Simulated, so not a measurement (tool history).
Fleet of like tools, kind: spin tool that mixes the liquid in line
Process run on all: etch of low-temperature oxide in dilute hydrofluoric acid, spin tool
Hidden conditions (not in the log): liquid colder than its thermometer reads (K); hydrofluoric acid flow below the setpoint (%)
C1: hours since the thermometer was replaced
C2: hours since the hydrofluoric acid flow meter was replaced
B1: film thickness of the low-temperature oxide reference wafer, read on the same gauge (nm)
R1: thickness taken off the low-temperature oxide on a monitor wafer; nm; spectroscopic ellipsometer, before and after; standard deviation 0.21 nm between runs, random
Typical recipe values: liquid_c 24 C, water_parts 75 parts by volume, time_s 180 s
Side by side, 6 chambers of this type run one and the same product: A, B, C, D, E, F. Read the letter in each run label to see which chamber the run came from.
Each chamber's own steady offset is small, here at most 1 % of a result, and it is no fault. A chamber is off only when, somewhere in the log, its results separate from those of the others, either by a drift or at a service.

{"run": "1A", "day": 0.217, "liquid_c": 24, "water_parts": 75, "time_s": 180, "C1": 1239.9, "C2": 812.6, "B1": 119.99, "R1": 34.878}
{"day": 0.275, "done": "chamber A: hydrofluoric acid flow meter replaced"}
{"run": "2D", "day": 0.388, "liquid_c": 24, "water_parts": 75, "time_s": 180, "C1": 1935.2, "C2": 1231.3, "B1": 119.99, "R1": 34.822}
{"run": "3B", "day": 0.529, "liquid_c": 24, "water_parts": 75, "time_s": 180, "C1": 808.3, "C2": 2366.8, "B1": 119.97, "R1": 34.972}
{"day": 0.625, "done": "chamber D: hydrofluoric acid flow meter replaced"}
{"run": "4F", "day": 0.629, "liquid_c": 24, "water_parts": 75, "time_s": 180, "C1": 623.9, "C2": 992.7, "B1": 120, "R1": 35.361}
{"run": "5E", "day": 0.788, "liquid_c": 24, "water_parts": 75, "time_s": 180, "C1": 119.7, "C2": 1523.6, "B1": 120, "R1": 35.356}
{"run": "6C", "day": 0.904, "liquid_c": 24, "water_parts": 75, "time_s": 180, "C1": 2141.5, "C2": 184.4, "B1": 119.98, "R1": 34.502}
{"run": "7D", "day": 1.083, "liquid_c": 24, "water_parts": 75, "time_s": 180, "C1": 1951.9, "C2": 11, "B1": 120, "R1": 34.927}
{"run": "8C", "day": 1.308, "liquid_c": 24, "water_parts": 75, "time_s": 180, "C1": 2151.2, "C2": 194.1, "B1": 119.99, "R1": 34.625}
{"run": "9B", "day": 1.479, "liquid_c": 24, "water_parts": 75, "time_s": 180, "C1": 831.1, "C2": 2389.6, "B1": 120.01, "R1": 34.62}
{"run": "10A", "day": 1.608, "liquid_c": 24, "water_parts": 75, "time_s": 180, "C1": 1273.3, "C2": 32.1, "B1": 119.99, "R1": 35.202}
{"run": "11E", "day": 1.717, "liquid_c": 19.5, "water_parts": 75, "time_s": 80, "C1": 142, "C2": 1545.9, "B1": 120.04, "R1": 13.076}
{"run": "12F", "day": 1.921, "liquid_c": 19.5, "water_parts": 75, "time_s": 80, "C1": 654.9, "C2": 1023.7, "B1": 120, "R1": 12.913}
{"run": "13D", "day": 2.075, "liquid_c": 19.5, "water_parts": 75, "time_s": 80, "C1": 1975.7, "C2": 34.8, "B1": 120, "R1": 12.616}
{"run": "14A", "day": 2.188, "liquid_c": 19.5, "water_parts": 75, "time_s": 80, "C1": 1287.2, "C2": 46, "B1": 120, "R1": 12.988}
{"run": "15C", "day": 2.329, "liquid_c": 19.5, "water_parts": 75, "time_s": 80, "C1": 2175.7, "C2": 218.6, "B1": 120.02, "R1": 12.735}
{"run": "16B", "day": 2.462, "liquid_c": 19.5, "water_parts": 75, "time_s": 80, "C1": 854.7, "C2": 2413.2, "B1": 119.99, "R1": 12.693}
{"run": "17F", "day": 2.592, "liquid_c": 24, "water_parts": 75, "time_s": 180, "C1": 671, "C2": 1039.8, "B1": 120.02, "R1": 34.952}
{"run": "18E", "day": 2.808, "liquid_c": 24, "water_parts": 75, "time_s": 180, "C1": 168.2, "C2": 1572.1, "B1": 120.02, "R1": 34.812}
{"day": 2.95, "done": "chamber D: thermometer replaced"}
{"run": "19A", "day": 2.983, "liquid_c": 24, "water_parts": 75, "time_s": 180, "C1": 1306.3, "C2": 65.1, "B1": 119.97, "R1": 34.789}
{"run": "20B", "day": 3.196, "liquid_c": 24, "water_parts": 75, "time_s": 85, "C1": 872.3, "C2": 2430.8, "B1": 120, "R1": 16.26}
{"run": "21F", "day": 3.388, "liquid_c": 24, "water_parts": 75, "time_s": 85, "C1": 690.1, "C2": 1058.9, "B1": 120.02, "R1": 16.657}
{"run": "22C", "day": 3.592, "liquid_c": 24, "water_parts": 75, "time_s": 85, "C1": 2206, "C2": 248.9, "B1": 120.03, "R1": 16.056}
{"day": 3.671, "done": "chamber C: thermometer replaced"}
{"run": "23D", "day": 3.779, "liquid_c": 24, "water_parts": 75, "time_s": 85, "C1": 19.9, "C2": 75.7, "B1": 119.99, "R1": 16.586}
{"run": "24E", "day": 3.933, "liquid_c": 24, "water_parts": 75, "time_s": 85, "C1": 195.2, "C2": 1599.1, "B1": 119.99, "R1": 16.733}
{"run": "25C", "day": 4.05, "liquid_c": 24, "water_parts": 75, "time_s": 85, "C1": 9.1, "C2": 259.9, "B1": 120, "R1": 16.085}
{"run": "26E", "day": 4.242, "liquid_c": 24, "water_parts": 75, "time_s": 180, "C1": 202.6, "C2": 1606.5, "B1": 120.02, "R1": 35.522}
{"run": "27D", "day": 4.371, "liquid_c": 24, "water_parts": 75, "time_s": 180, "C1": 34.1, "C2": 89.9, "B1": 120.01, "R1": 34.994}
{"run": "28B", "day": 4.546, "liquid_c": 24, "water_parts": 75, "time_s": 180, "C1": 904.7, "C2": 2463.2, "B1": 120, "R1": 34.948}
{"run": "29F", "day": 4.671, "liquid_c": 24, "water_parts": 75, "time_s": 180, "C1": 720.9, "C2": 1089.7, "B1": 119.99, "R1": 35.063}
{"run": "30A", "day": 4.883, "liquid_c": 24, "water_parts": 75, "time_s": 180, "C1": 1351.9, "C2": 110.7, "B1": 119.99, "R1": 35.227}
{"run": "31A", "day": 5.104, "liquid_c": 24, "water_parts": 75, "time_s": 180, "C1": 1357.2, "C2": 116, "B1": 120, "R1": 34.709}
{"run": "32E", "day": 5.3, "liquid_c": 24, "water_parts": 75, "time_s": 180, "C1": 228, "C2": 1631.9, "B1": 120.01, "R1": 35.349}
{"run": "33F", "day": 5.458, "liquid_c": 24, "water_parts": 75, "time_s": 180, "C1": 739.8, "C2": 1108.6, "B1": 119.98, "R1": 34.822}
{"run": "34C", "day": 5.671, "liquid_c": 24, "water_parts": 75, "time_s": 180, "C1": 48, "C2": 298.8, "B1": 120, "R1": 33.257}
{"run": "35B", "day": 5.883, "liquid_c": 24, "water_parts": 115, "time_s": 180, "C1": 936.8, "C2": 2495.3, "B1": 120.04, "R1": 21.319}
{"run": "36D", "day": 6.054, "liquid_c": 24, "water_parts": 115, "time_s": 180, "C1": 74.5, "C2": 130.3, "B1": 120, "R1": 21.622}
{"run": "37C", "day": 6.225, "liquid_c": 24, "water_parts": 115, "time_s": 180, "C1": 61.3, "C2": 312.1, "B1": 119.98, "R1": 20.171}
{"run": "38E", "day": 6.396, "liquid_c": 24, "water_parts": 115, "time_s": 180, "C1": 254.3, "C2": 1658.2, "B1": 120, "R1": 21.671}
{"day": 6.492, "done": "chamber B: hydrofluoric acid flow meter replaced"}
{"run": "39B", "day": 6.558, "liquid_c": 24, "water_parts": 115, "time_s": 180, "C1": 953, "C2": 1.7, "B1": 120, "R1": 21.375}
{"run": "40A", "day": 6.696, "liquid_c": 24, "water_parts": 115, "time_s": 180, "C1": 1395.4, "C2": 154.2, "B1": 120.01, "R1": 22.071}
{"run": "41F", "day": 6.846, "liquid_c": 24, "water_parts": 75, "time_s": 180, "C1": 773.1, "C2": 1141.9, "B1": 119.99, "R1": 35.121}
{"run": "42D", "day": 7.012, "liquid_c": 26, "water_parts": 90, "time_s": 180, "C1": 97.5, "C2": 153.3, "B1": 120, "R1": 30.791}
{"run": "43D", "day": 7.192, "liquid_c": 26, "water_parts": 90, "time_s": 180, "C1": 101.8, "C2": 157.6, "B1": 120.05, "R1": 30.979}

Predict what each chamber gives when all 6 of them run the settings below next.
{"run": "44A", "day": 7.354, "liquid_c": 24, "water_parts": 75, "time_s": 145, "R1": "?"}
{"run": "44B", "day": 7.354, "liquid_c": 24, "water_parts": 75, "time_s": 145, "R1": "?"}
{"run": "44C", "day": 7.354, "liquid_c": 24, "water_parts": 75, "time_s": 145, "R1": "?"}
{"run": "44D", "day": 7.354, "liquid_c": 24, "water_parts": 75, "time_s": 145, "R1": "?"}
{"run": "44E", "day": 7.354, "liquid_c": 24, "water_parts": 75, "time_s": 145, "R1": "?"}
{"run": "44F", "day": 7.354, "liquid_c": 24, "water_parts": 75, "time_s": 145, "R1": "?"}

run=44A R1=28.114
run=44B R1=28.053
run=44C R1=25.615
run=44D R1=27.934
run=44E R1=28.546
run=44F R1=28.028
